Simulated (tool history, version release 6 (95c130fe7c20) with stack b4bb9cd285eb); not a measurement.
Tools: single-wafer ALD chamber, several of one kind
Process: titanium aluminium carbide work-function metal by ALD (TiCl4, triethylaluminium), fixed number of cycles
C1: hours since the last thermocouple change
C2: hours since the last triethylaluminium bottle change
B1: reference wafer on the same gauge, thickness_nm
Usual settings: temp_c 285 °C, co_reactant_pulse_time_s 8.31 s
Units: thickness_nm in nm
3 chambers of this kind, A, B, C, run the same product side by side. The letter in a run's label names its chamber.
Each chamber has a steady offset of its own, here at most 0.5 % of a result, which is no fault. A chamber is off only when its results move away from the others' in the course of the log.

run 1B hour=7.8 | temp_c=285 co_reactant_pulse_time_s=8.31 | C1=377.9 C2=427.0 | B1=1.8401 | thickness_nm=1.8163
run 2A hour=16.2 | temp_c=285 co_reactant_pulse_time_s=8.31 | C1=102.3 C2=207.1 | B1=1.8399 | thickness_nm=1.8255
run 3C hour=23.3 | temp_c=285 co_reactant_pulse_time_s=8.31 | C1=1648.0 C2=495.6 | B1=1.8418 | thickness_nm=1.8103
run 4B hour=33.7 | temp_c=285 co_reactant_pulse_time_s=8.31 | C1=403.8 C2=452.9 | B1=1.8403 | thickness_nm=1.8091
run 5A hour=38.9 | temp_c=285 co_reactant_pulse_time_s=8.31 | C1=125.0 C2=229.8 | B1=1.8404 | thickness_nm=1.8100
run 6C hour=47.3 | temp_c=285 co_reactant_pulse_time_s=9.86 | C1=1672.0 C2=519.6 | B1=1.8403 | thickness_nm=1.8488
run 7A hour=52.4 | temp_c=285 co_reactant_pulse_time_s=9.86 | C1=138.5 C2=243.3 | B1=1.8390 | thickness_nm=1.8425
run 8C hour=62.8 | temp_c=285 co_reactant_pulse_time_s=9.86 | C1=1687.5 C2=535.1 | B1=1.8406 | thickness_nm=1.8509
run 9B hour=73.7 | temp_c=285 co_reactant_pulse_time_s=8.31 | C1=443.8 C2=492.9 | B1=1.8397 | thickness_nm=1.8116
run 10B hour=83.5 | temp_c=285 co_reactant_pulse_time_s=8.31 | C1=453.6 C2=502.7 | B1=1.8391 | thickness_nm=1.8112
run 11A hour=92.4 | temp_c=285 co_reactant_pulse_time_s=8.31 | C1=178.5 C2=283.3 | B1=1.8383 | thickness_nm=1.8125
run 12C hour=102.3 | temp_c=285 co_reactant_pulse_time_s=8.31 | C1=1727.0 C2=574.6 | B1=1.8389 | thickness_nm=1.7822
run 13A hour=110.1 | temp_c=276 co_reactant_pulse_time_s=8.31 | C1=196.2 C2=301.0 | B1=1.8376 | thickness_nm=1.7419
run 14B hour=117.1 | temp_c=276 co_reactant_pulse_time_s=8.31 | C1=487.2 C2=536.3 | B1=1.8403 | thickness_nm=1.7516
run 15C hour=126.4 | temp_c=276 co_reactant_pulse_time_s=8.31 | C1=1751.1 C2=598.7 | B1=1.8400 | thickness_nm=1.7056
run 16A hour=135.1 | temp_c=285 co_reactant_pulse_time_s=8.31 | C1=221.2 C2=326.0 | B1=1.8418 | thickness_nm=1.8173
run 17B hour=142.5 | temp_c=285 co_reactant_pulse_time_s=8.31 | C1=512.6 C2=561.7 | B1=1.8411 | thickness_nm=1.8106
run 18C hour=153.8 | temp_c=285 co_reactant_pulse_time_s=8.31 | C1=1778.5 C2=626.1 | B1=1.8410 | thickness_nm=1.7840
run 19B hour=163.5 | temp_c=285 co_reactant_pulse_time_s=8.31 | C1=533.6 C2=582.7 | B1=1.8417 | thickness_nm=1.8209
run 20C hour=172.8 | temp_c=285 co_reactant_pulse_time_s=8.31 | C1=1797.5 C2=645.1 | B1=1.8415 | thickness_nm=1.7643
run 21A hour=181.7 | temp_c=285 co_reactant_pulse_time_s=8.31 | C1=267.8 C2=372.6 | B1=1.8401 | thickness_nm=1.8215
run 22A hour=191.7 | temp_c=285 co_reactant_pulse_time_s=8.31 | C1=277.8 C2=382.6 | B1=1.8397 | thickness_nm=1.8066
run 23C hour=201.9 | temp_c=285 co_reactant_pulse_time_s=8.31 | C1=1826.6 C2=674.2 | B1=1.8398 | thickness_nm=1.7336
run 24B hour=208.4 | temp_c=285 co_reactant_pulse_time_s=8.31 | C1=578.5 C2=627.6 | B1=1.8385 | thickness_nm=1.8050

What goes on in this fleet: one chamber off, a drifting gauge, or nothing beyond the chambers' own small offsets? Name the chamber and the cause, if any.

Chamber C drifts away from the others.
Cause: triethylaluminium dose below that of a fresh bottle (%) = 19.2.

Here are 4 candidates for chamber C's next run, each the usual settings with a change, their results left as question marks. Which one brings its results back in line with what the others give on the usual settings?
In line means no further than this from the other chambers' mean on the usual settings: thickness_nm 0.0280 nm
run 25C-1 hour=216.9 | temp_c=282 co_reactant_pulse_time_s=7.31 | thickness_nm=?
run 25C-2 hour=216.9 | temp_c=286 co_reactant_pulse_time_s=8.69 | thickness_nm=?
run 25C-3 hour=216.9 | temp_c=285 co_reactant_pulse_time_s=7.77 | thickness_nm=?
run 25C-4 hour=216.9 | temp_c=288 co_reactant_pulse_time_s=9.31 | thickness_nm=?

The other chambers' mean on the usual settings: thickness_nm 1.8160 nm
run=25C-1 thickness_nm=1.6521
run=25C-2 thickness_nm=1.7644
run=25C-3 thickness_nm=1.7056
run=25C-4 thickness_nm=1.8083
25C-4 brings the chamber back in line.

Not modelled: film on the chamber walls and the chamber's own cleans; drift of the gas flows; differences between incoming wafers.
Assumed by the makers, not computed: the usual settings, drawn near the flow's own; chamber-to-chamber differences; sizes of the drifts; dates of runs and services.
